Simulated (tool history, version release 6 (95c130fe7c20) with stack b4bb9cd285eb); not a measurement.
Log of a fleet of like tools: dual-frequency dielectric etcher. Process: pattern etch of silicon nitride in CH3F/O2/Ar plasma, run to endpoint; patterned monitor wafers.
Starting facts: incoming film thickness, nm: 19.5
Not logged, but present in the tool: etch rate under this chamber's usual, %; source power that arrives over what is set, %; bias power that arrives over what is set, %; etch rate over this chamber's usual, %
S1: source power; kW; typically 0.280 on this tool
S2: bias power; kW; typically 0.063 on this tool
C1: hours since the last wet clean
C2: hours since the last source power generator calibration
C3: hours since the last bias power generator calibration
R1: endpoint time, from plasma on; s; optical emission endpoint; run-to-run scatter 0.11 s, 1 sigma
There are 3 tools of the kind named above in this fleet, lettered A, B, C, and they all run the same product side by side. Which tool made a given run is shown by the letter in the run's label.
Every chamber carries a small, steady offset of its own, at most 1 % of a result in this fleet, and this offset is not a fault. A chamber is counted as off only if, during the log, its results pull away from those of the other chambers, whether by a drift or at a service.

run	hour	S1	S2	C1	C2	C3	R1
1B	4.9	0.280	0.063	10.1	2271.6	1573.9	33.847
2C	10.5	0.280	0.063	347.4	2202.7	1558.6	33.728
3A	20.0	0.280	0.063	298.5	3523.0	623.7	33.753
4C	25.5	0.280	0.063	362.4	2217.7	1573.6	33.938
5B	31.3	0.280	0.063	36.5	2298.0	1600.3	34.017
6A	40.7	0.280	0.063	319.2	3543.7	644.4	33.939
7B	49.6	0.280	0.063	54.8	2316.3	1618.6	34.104
8C	54.7	0.280	0.063	391.6	2246.9	1602.8	33.882
9A	60.4	0.280	0.063	338.9	3563.4	664.1	33.992
10B	67.5	0.230	0.054	72.7	2334.2	1636.5	38.684
11C	73.8	0.230	0.054	410.7	2266.0	1621.9	38.142
12A	78.5	0.230	0.054	357.0	3581.5	682.2	38.632
13C	85.1	0.260	0.063	422.0	2277.3	1633.2	34.538
14B	95.2	0.260	0.063	100.4	2361.9	1664.2	35.136
15A	105.4	0.260	0.063	383.9	3608.4	709.1	35.182
16B	113.4	0.280	0.063	118.6	2380.1	1682.4	34.004
17A	119.3	0.280	0.063	397.8	3622.3	723.0	34.185
# hour 121.7: chamber C: source power generator calibrated
18C	124.5	0.280	0.063	461.4	2.8	1672.6	33.650
19A	131.0	0.280	0.063	409.5	3634.0	734.7	34.350
20B	136.2	0.280	0.063	141.4	2402.9	1705.2	33.899
21C	145.5	0.280	0.063	482.4	23.8	1693.6	33.711
22C	154.0	0.280	0.063	490.9	32.3	1702.1	33.760
23B	159.8	0.280	0.063	165.0	2426.5	1728.8	33.880
24A	168.0	0.280	0.063	446.5	3671.0	771.7	34.445
25B	177.1	0.280	0.063	182.3	2443.8	1746.1	34.035
26A	184.3	0.280	0.078	462.8	3687.3	788.0	31.865
27C	191.0	0.280	0.078	527.9	69.3	1739.1	31.151
# hour 193.3: chamber C: wet clean of the chamber
28A	199.3	0.280	0.078	477.8	3702.3	803.0	31.994
29C	207.5	0.280	0.063	14.3	85.8	1755.6	33.747
30B	216.3	0.310	0.063	221.5	2483.0	1785.3	32.575
31C	226.0	0.310	0.063	32.8	104.3	1774.1	32.481
32B	233.6	0.310	0.063	238.8	2500.3	1802.6	32.886
33A	243.0	0.280	0.063	521.5	3746.0	846.7	34.799
34C	250.1	0.280	0.063	56.9	128.4	1798.2	33.660
35A	257.0	0.280	0.063	535.5	3760.0	860.7	34.754

Has any chamber moved away from the others, gradually or after a service, or does the common gauge drift, or do the chambers differ only by their own small steady offsets? State the chamber and the most likely cause if one applies.

Chamber A drifts away from the others.
Most likely cause: etch rate under this chamber's usual, % = 2.99.

Here are 4 candidates for chamber A's next run, each the usual settings with a change, their results left as question marks. Which one brings its results back in line with what the others give on the usual settings?
Counts as in line when no further than this from what the other chambers average on the usual settings: R1 0.380 s
36A-1	264.4	0.280	0.068				?
36A-2	264.4	0.280	0.058				?
36A-3	264.4	0.280	0.052				?
36A-4	264.4	0.310	0.068				?

The mean the other chambers reach with the usual settings: R1 33.826 s
run	R1
36A-1	33.900
36A-2	35.809
36A-3	37.140
36A-4	32.623
It is 36A-1 that realigns the chamber with its peers.

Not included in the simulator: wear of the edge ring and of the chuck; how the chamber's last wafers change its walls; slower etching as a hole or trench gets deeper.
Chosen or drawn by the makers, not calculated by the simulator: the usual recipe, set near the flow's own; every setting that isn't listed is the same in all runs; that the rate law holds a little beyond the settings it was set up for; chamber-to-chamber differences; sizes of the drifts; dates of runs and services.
